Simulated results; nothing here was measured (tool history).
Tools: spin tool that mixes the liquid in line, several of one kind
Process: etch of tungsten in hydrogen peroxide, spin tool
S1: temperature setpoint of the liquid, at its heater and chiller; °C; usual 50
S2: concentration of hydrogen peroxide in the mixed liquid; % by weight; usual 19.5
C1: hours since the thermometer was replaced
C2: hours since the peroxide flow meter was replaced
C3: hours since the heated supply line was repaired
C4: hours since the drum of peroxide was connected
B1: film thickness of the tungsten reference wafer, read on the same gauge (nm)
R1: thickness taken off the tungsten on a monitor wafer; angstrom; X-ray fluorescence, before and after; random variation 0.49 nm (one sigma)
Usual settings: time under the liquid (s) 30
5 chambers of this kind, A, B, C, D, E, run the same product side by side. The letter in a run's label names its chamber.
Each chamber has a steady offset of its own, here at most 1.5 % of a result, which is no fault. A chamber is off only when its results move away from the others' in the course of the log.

{"run": "1B", "hour": 7.0, "S1": 50, "S2": 19.5, "time under the liquid (s)": 30, "C1": 676.4, "C2": 310.1, "C3": 1347.0, "C4": 780.8, "B1": 80.001, "R1": 828.35}
{"run": "2A", "hour": 18.0, "S1": 50, "S2": 19.5, "time under the liquid (s)": 30, "C1": 1427.6, "C2": 682.4, "C3": 407.5, "C4": 337.4, "B1": 80.027, "R1": 821.47}
{"run": "3D", "hour": 24.7, "S1": 50, "S2": 19.5, "time under the liquid (s)": 30, "C1": 979.9, "C2": 72.0, "C3": 541.5, "C4": 778.4, "B1": 79.959, "R1": 835.07}
{"run": "4E", "hour": 38.1, "S1": 50, "S2": 19.5, "time under the liquid (s)": 30, "C1": 1016.2, "C2": 470.0, "C3": 2936.1, "C4": 576.7, "B1": 80.006, "R1": 820.18}
{"hour": 39.7, "done": "chamber E: new drum of peroxide connected"}
{"run": "5C", "hour": 51.0, "S1": 50, "S2": 19.5, "time under the liquid (s)": 30, "C1": 710.4, "C2": 101.9, "C3": 868.8, "C4": 419.0, "B1": 80.04, "R1": 829.63}
{"run": "6A", "hour": 61.1, "S1": 50, "S2": 19.5, "time under the liquid (s)": 30, "C1": 1470.7, "C2": 725.5, "C3": 450.6, "C4": 380.5, "B1": 80.0, "R1": 823.37}
{"run": "7E", "hour": 74.1, "S1": 50, "S2": 19.5, "time under the liquid (s)": 30, "C1": 1052.2, "C2": 506.0, "C3": 2972.1, "C4": 34.5, "B1": 80.015, "R1": 835.75}
{"hour": 76.4, "done": "chamber C: thermometer replaced"}
{"run": "8C", "hour": 80.2, "S1": 50, "S2": 19.5, "time under the liquid (s)": 30, "C1": 3.8, "C2": 131.1, "C3": 898.0, "C4": 448.2, "B1": 80.005, "R1": 828.87}
{"run": "9D", "hour": 87.1, "S1": 50, "S2": 19.5, "time under the liquid (s)": 30, "C1": 1042.3, "C2": 134.4, "C3": 603.9, "C4": 840.8, "B1": 79.985, "R1": 855.68}
{"run": "10B", "hour": 96.2, "S1": 50, "S2": 19.5, "time under the liquid (s)": 30, "C1": 765.6, "C2": 399.3, "C3": 1436.2, "C4": 870.0, "B1": 79.983, "R1": 830.4}
{"run": "11A", "hour": 106.5, "S1": 50, "S2": 19.5, "time under the liquid (s)": 30, "C1": 1516.1, "C2": 770.9, "C3": 496.0, "C4": 425.9, "B1": 80.019, "R1": 828.64}
{"run": "12D", "hour": 115.8, "S1": 50, "S2": 19.5, "time under the liquid (s)": 30, "C1": 1071.0, "C2": 163.1, "C3": 632.6, "C4": 869.5, "B1": 80.018, "R1": 859.54}
{"run": "13B", "hour": 122.9, "S1": 50, "S2": 19.5, "time under the liquid (s)": 30, "C1": 792.3, "C2": 426.0, "C3": 1462.9, "C4": 896.7, "B1": 80.006, "R1": 828.28}
{"run": "14C", "hour": 131.4, "S1": 50, "S2": 19.5, "time under the liquid (s)": 30, "C1": 55.0, "C2": 182.3, "C3": 949.2, "C4": 499.4, "B1": 80.016, "R1": 822.64}
{"hour": 137.8, "done": "chamber E: heated supply line repaired"}
{"run": "15E", "hour": 140.4, "S1": 50, "S2": 19.5, "time under the liquid (s)": 30, "C1": 1118.5, "C2": 572.3, "C3": 2.7, "C4": 100.8, "B1": 79.994, "R1": 839.58}
{"run": "16B", "hour": 148.6, "S1": 50, "S2": 19.5, "time under the liquid (s)": 30, "C1": 818.0, "C2": 451.7, "C3": 1488.6, "C4": 922.4, "B1": 79.981, "R1": 827.05}
{"run": "17A", "hour": 157.3, "S1": 50, "S2": 19.5, "time under the liquid (s)": 30, "C1": 1566.9, "C2": 821.7, "C3": 546.8, "C4": 476.7, "B1": 80.0, "R1": 832.24}
{"hour": 158.3, "done": "chamber A: peroxide flow meter replaced"}
{"run": "18D", "hour": 168.8, "S1": 50, "S2": 19.5, "time under the liquid (s)": 30, "C1": 1124.0, "C2": 216.1, "C3": 685.6, "C4": 922.5, "B1": 80.033, "R1": 863.59}
{"run": "19C", "hour": 182.4, "S1": 50, "S2": 19.5, "time under the liquid (s)": 30, "C1": 106.0, "C2": 233.3, "C3": 1000.2, "C4": 550.4, "B1": 80.015, "R1": 831.86}
{"run": "20E", "hour": 189.5, "S1": 50, "S2": 19.5, "time under the liquid (s)": 30, "C1": 1167.6, "C2": 621.4, "C3": 51.8, "C4": 149.9, "B1": 79.983, "R1": 825.92}
{"run": "21D", "hour": 203.0, "S1": 50, "S2": 19.5, "time under the liquid (s)": 30, "C1": 1158.2, "C2": 250.3, "C3": 719.8, "C4": 956.7, "B1": 80.011, "R1": 874.14}
{"run": "22C", "hour": 211.8, "S1": 50, "S2": 19.5, "time under the liquid (s)": 30, "C1": 135.4, "C2": 262.7, "C3": 1029.6, "C4": 579.8, "B1": 80.03, "R1": 827.72}
{"run": "23B", "hour": 221.8, "S1": 50, "S2": 19.5, "time under the liquid (s)": 30, "C1": 891.2, "C2": 524.9, "C3": 1561.8, "C4": 995.6, "B1": 79.995, "R1": 832.68}
{"hour": 224.6, "done": "chamber E: thermometer replaced"}
{"run": "24A", "hour": 233.0, "S1": 50, "S2": 19.5, "time under the liquid (s)": 30, "C1": 1642.6, "C2": 74.7, "C3": 622.5, "C4": 552.4, "B1": 79.993, "R1": 824.33}
{"run": "25E", "hour": 242.5, "S1": 50, "S2": 17.0, "time under the liquid (s)": 30, "C1": 17.9, "C2": 674.4, "C3": 104.8, "C4": 202.9, "B1": 79.99, "R1": 781.25}
{"run": "26E", "hour": 253.5, "S1": 50, "S2": 17.0, "time under the liquid (s)": 30, "C1": 28.9, "C2": 685.4, "C3": 115.8, "C4": 213.9, "B1": 79.994, "R1": 766.74}
{"run": "27B", "hour": 266.8, "S1": 50, "S2": 17.0, "time under the liquid (s)": 30, "C1": 936.2, "C2": 569.9, "C3": 1606.8, "C4": 1040.6, "B1": 79.986, "R1": 772.4}
{"hour": 269.5, "done": "chamber E: peroxide flow meter replaced"}
{"run": "28D", "hour": 273.6, "S1": 50, "S2": 17.0, "time under the liquid (s)": 30, "C1": 1228.8, "C2": 320.9, "C3": 790.4, "C4": 1027.3, "B1": 80.009, "R1": 842.29}
{"run": "29A", "hour": 281.2, "S1": 50, "S2": 17.0, "time under the liquid (s)": 30, "C1": 1690.8, "C2": 122.9, "C3": 670.7, "C4": 600.6, "B1": 79.954, "R1": 766.94}
{"run": "30C", "hour": 287.8, "S1": 50, "S2": 19.5, "time under the liquid (s)": 30, "C1": 211.4, "C2": 338.7, "C3": 1105.6, "C4": 655.8, "B1": 79.982, "R1": 822.48}
{"run": "31D", "hour": 296.5, "S1": 50, "S2": 19.5, "time under the liquid (s)": 30, "C1": 1251.7, "C2": 343.8, "C3": 813.3, "C4": 1050.2, "B1": 79.99, "R1": 894.41}
{"run": "32E", "hour": 308.6, "S1": 50, "S2": 19.5, "time under the liquid (s)": 30, "C1": 84.0, "C2": 39.2, "C3": 170.9, "C4": 269.0, "B1": 79.999, "R1": 817.6}

Is one chamber off against the others, does the gauge drift, or is nothing wrong? If a chamber is off, say which, and what the likeliest cause is.

Chamber D drifts away from the others.
Cause: liquid hotter than its thermometer reads (K) = 1.22.

Here are 4 candidates for chamber D's next run, each the usual settings with a change, their results left as question marks. Which one brings its results back in line with what the others give on the usual settings?
In line means no further than this from the other chambers' mean on the usual settings: R1 17.00 angstrom
{"run": "33D-1", "hour": 318.4, "S1": 49.5, "S2": 19.5, "time under the liquid (s)": 30, "R1": "?"}
{"run": "33D-2", "hour": 318.4, "S1": 50.0, "S2": 16.5, "time under the liquid (s)": 30, "R1": "?"}
{"run": "33D-3", "hour": 318.4, "S1": 50.0, "S2": 20.5, "time under the liquid (s)": 30, "R1": "?"}
{"run": "33D-4", "hour": 318.4, "S1": 50.0, "S2": 23.0, "time under the liquid (s)": 30, "R1": "?"}

The other chambers' mean on the usual settings: R1 829.69 angstrom
run=33D-1 R1=878.05
run=33D-2 R1=831.45
run=33D-3 R1=928.38
run=33D-4 R1=984.11
33D-2 brings the chamber back in line.
